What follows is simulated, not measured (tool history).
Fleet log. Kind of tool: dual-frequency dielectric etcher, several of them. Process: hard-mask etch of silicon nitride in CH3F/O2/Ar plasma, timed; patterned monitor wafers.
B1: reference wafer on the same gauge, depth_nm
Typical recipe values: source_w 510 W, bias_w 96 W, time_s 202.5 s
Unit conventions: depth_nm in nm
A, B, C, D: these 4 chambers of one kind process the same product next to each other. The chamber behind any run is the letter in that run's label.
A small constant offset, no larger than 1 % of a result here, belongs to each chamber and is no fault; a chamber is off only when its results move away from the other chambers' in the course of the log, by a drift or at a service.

run 1D hour=3.5 | source_w=510 bias_w=96 time_s=202.5 | B1=175.07 | depth_nm=171.29
run 2A hour=7.6 | source_w=510 bias_w=96 time_s=202.5 | B1=174.9 | depth_nm=171.61
run 3B hour=11.1 | source_w=510 bias_w=96 time_s=202.5 | B1=174.92 | depth_nm=170.78
run 4C hour=14.7 | source_w=510 bias_w=96 time_s=202.5 | B1=174.86 | depth_nm=173.42
run 5D hour=18.1 | source_w=510 bias_w=96 time_s=202.5 | B1=175.01 | depth_nm=172.21
run 6B hour=21.6 | source_w=510 bias_w=96 time_s=202.5 | B1=175.1 | depth_nm=170.76
run 7A hour=24.7 | source_w=510 bias_w=96 time_s=202.5 | B1=175.01 | depth_nm=171.32
run 8C hour=27.7 | source_w=510 bias_w=96 time_s=202.5 | B1=174.9 | depth_nm=173.05
run 9C hour=31 | source_w=510 bias_w=96 time_s=202.5 | B1=175.06 | depth_nm=173.57
run 10A hour=33.7 | source_w=630 bias_w=108 time_s=202.5 | B1=174.97 | depth_nm=193.93
-- hour=33.9 chamber A: wet clean of the chamber
run 11B hour=38.5 | source_w=630 bias_w=108 time_s=202.5 | B1=175 | depth_nm=192.92
run 12D hour=40.9 | source_w=630 bias_w=108 time_s=202.5 | B1=175.13 | depth_nm=195.25
run 13A hour=43 | source_w=630 bias_w=108 time_s=202.5 | B1=174.97 | depth_nm=190.82
run 14D hour=46.7 | source_w=510 bias_w=81 time_s=171 | B1=174.89 | depth_nm=136.57
run 15C hour=50.9 | source_w=510 bias_w=81 time_s=171 | B1=174.95 | depth_nm=138.06
run 16B hour=53.8 | source_w=510 bias_w=81 time_s=171 | B1=174.94 | depth_nm=136.63
run 17C hour=58.5 | source_w=510 bias_w=81 time_s=171 | B1=175.01 | depth_nm=137.59
run 18A hour=60.8 | source_w=510 bias_w=96 time_s=202.5 | B1=175.15 | depth_nm=168.34
run 19D hour=63.3 | source_w=510 bias_w=96 time_s=202.5 | B1=174.98 | depth_nm=171.87
run 20B hour=66 | source_w=510 bias_w=96 time_s=202.5 | B1=174.89 | depth_nm=171.29
run 21D hour=69.2 | source_w=510 bias_w=96 time_s=256.5 | B1=175.04 | depth_nm=218.6
run 22B hour=72.8 | source_w=510 bias_w=96 time_s=256.5 | B1=175.07 | depth_nm=216.67
run 23C hour=75 | source_w=510 bias_w=96 time_s=256.5 | B1=175.08 | depth_nm=220.02
run 24A hour=77.5 | source_w=510 bias_w=96 time_s=256.5 | B1=174.94 | depth_nm=213.95
run 25D hour=80.3 | source_w=510 bias_w=96 time_s=202.5 | B1=175.02 | depth_nm=172.79
run 26C hour=83.1 | source_w=510 bias_w=96 time_s=202.5 | B1=174.93 | depth_nm=172.82
run 27A hour=86.6 | source_w=510 bias_w=96 time_s=202.5 | B1=175 | depth_nm=168.37
run 28B hour=89 | source_w=610 bias_w=88 time_s=202.5 | B1=174.96 | depth_nm=177.3
run 29C hour=93.7 | source_w=610 bias_w=88 time_s=202.5 | B1=175.12 | depth_nm=179.93
run 30B hour=96.7 | source_w=610 bias_w=88 time_s=202.5 | B1=175 | depth_nm=177.25
run 31A hour=100 | source_w=610 bias_w=88 time_s=202.5 | B1=175.11 | depth_nm=174.53
run 32D hour=104.5 | source_w=510 bias_w=96 time_s=202.5 | B1=174.92 | depth_nm=171.5

For the next run the whole fleet of 4 chambers uses the same settings. Give each chamber's results:
run 33A hour=108 | source_w=420 bias_w=96 time_s=202.5 | depth_nm=?
run 33B hour=108 | source_w=420 bias_w=96 time_s=202.5 | depth_nm=?
run 33C hour=108 | source_w=420 bias_w=96 time_s=202.5 | depth_nm=?
run 33D hour=108 | source_w=420 bias_w=96 time_s=202.5 | depth_nm=?

run=33A depth_nm=156.26
run=33B depth_nm=159.86
run=33C depth_nm=160.89
run=33D depth_nm=159.58

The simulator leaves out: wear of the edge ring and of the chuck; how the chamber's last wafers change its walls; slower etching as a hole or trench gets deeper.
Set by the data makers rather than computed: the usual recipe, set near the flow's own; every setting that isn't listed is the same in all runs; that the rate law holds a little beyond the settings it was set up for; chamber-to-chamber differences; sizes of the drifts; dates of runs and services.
